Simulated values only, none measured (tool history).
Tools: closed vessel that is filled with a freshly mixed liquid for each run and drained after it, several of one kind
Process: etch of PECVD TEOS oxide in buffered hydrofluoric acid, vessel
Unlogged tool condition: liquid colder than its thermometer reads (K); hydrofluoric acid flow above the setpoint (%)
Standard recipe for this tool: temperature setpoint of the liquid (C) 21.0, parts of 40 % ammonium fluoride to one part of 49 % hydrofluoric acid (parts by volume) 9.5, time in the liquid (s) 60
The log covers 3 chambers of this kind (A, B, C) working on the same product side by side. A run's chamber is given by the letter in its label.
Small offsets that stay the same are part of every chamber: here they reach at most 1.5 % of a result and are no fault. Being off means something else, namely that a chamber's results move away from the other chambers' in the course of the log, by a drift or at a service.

run,hour,temperature setpoint of the liquid (C),parts of 40 % ammonium fluoride to one part of 49 % hydrofluoric acid (parts by volume),time in the liquid (s),hours since the thermometer was replaced,hours since the hydrofluoric acid flow meter was replaced,"read-back film thickness of the PECVD TEOS oxide reference wafer, read on the same gauge (nm)",thickness taken off the PECVD TEOS oxide on a monitor wafer (nm)
1A,16.4,21.0,9.5,60,1330.9,179.7,49.966,200.42
2B,32.8,21.0,9.5,60,930.3,2072.6,49.994,199.62
# hour 33.5: chamber C: thermometer replaced
3C,47.7,21.0,9.5,60,14.2,2074.9,50.030,205.20
4A,61.8,21.0,9.5,60,1376.3,225.1,50.039,203.46
5B,74.6,21.0,9.5,60,972.1,2114.4,50.022,198.44
6C,85.8,21.0,9.5,60,52.3,2113.0,49.997,207.28
7A,93.4,21.0,11.5,75,1407.9,256.7,50.002,218.35
8B,101.0,21.0,11.5,75,998.5,2140.8,50.013,208.85
9C,111.0,21.0,11.5,75,77.5,2138.2,49.988,217.04
10C,119.9,21.0,9.5,60,86.4,2147.1,49.979,202.32
11B,130.5,21.0,9.5,60,1028.0,2170.3,50.017,196.46
12A,141.5,21.0,9.5,60,1456.0,304.8,50.002,208.38
13A,151.4,21.0,8.0,85,1465.9,314.7,49.979,361.57
14C,167.3,21.0,8.0,85,133.8,2194.5,49.995,337.78
15B,179.6,21.0,8.0,85,1077.1,2219.4,50.007,333.33
16A,191.2,21.0,9.5,60,1505.7,354.5,50.006,214.09
17C,202.0,21.0,9.5,60,168.5,2229.2,49.979,205.49
18B,218.1,21.0,9.5,60,1115.6,2257.9,50.000,200.31
19B,233.8,21.0,9.5,60,1131.3,2273.6,49.992,201.38
20C,242.2,21.0,9.5,60,208.7,2269.4,49.979,201.52
21A,258.4,21.0,9.5,60,1572.9,421.7,49.955,221.47
22A,265.6,21.0,9.5,60,1580.1,428.9,50.003,220.86

Next, all 3 chambers run the settings below, one line each with question marks for the results. What does each chamber give?
23A,277.4,23.5,9.5,60,,,,?
23B,277.4,23.5,9.5,60,,,,?
23C,277.4,23.5,9.5,60,,,,?

run,thickness taken off the PECVD TEOS oxide on a monitor wafer (nm)
23A,255.21
23B,226.49
23C,232.03
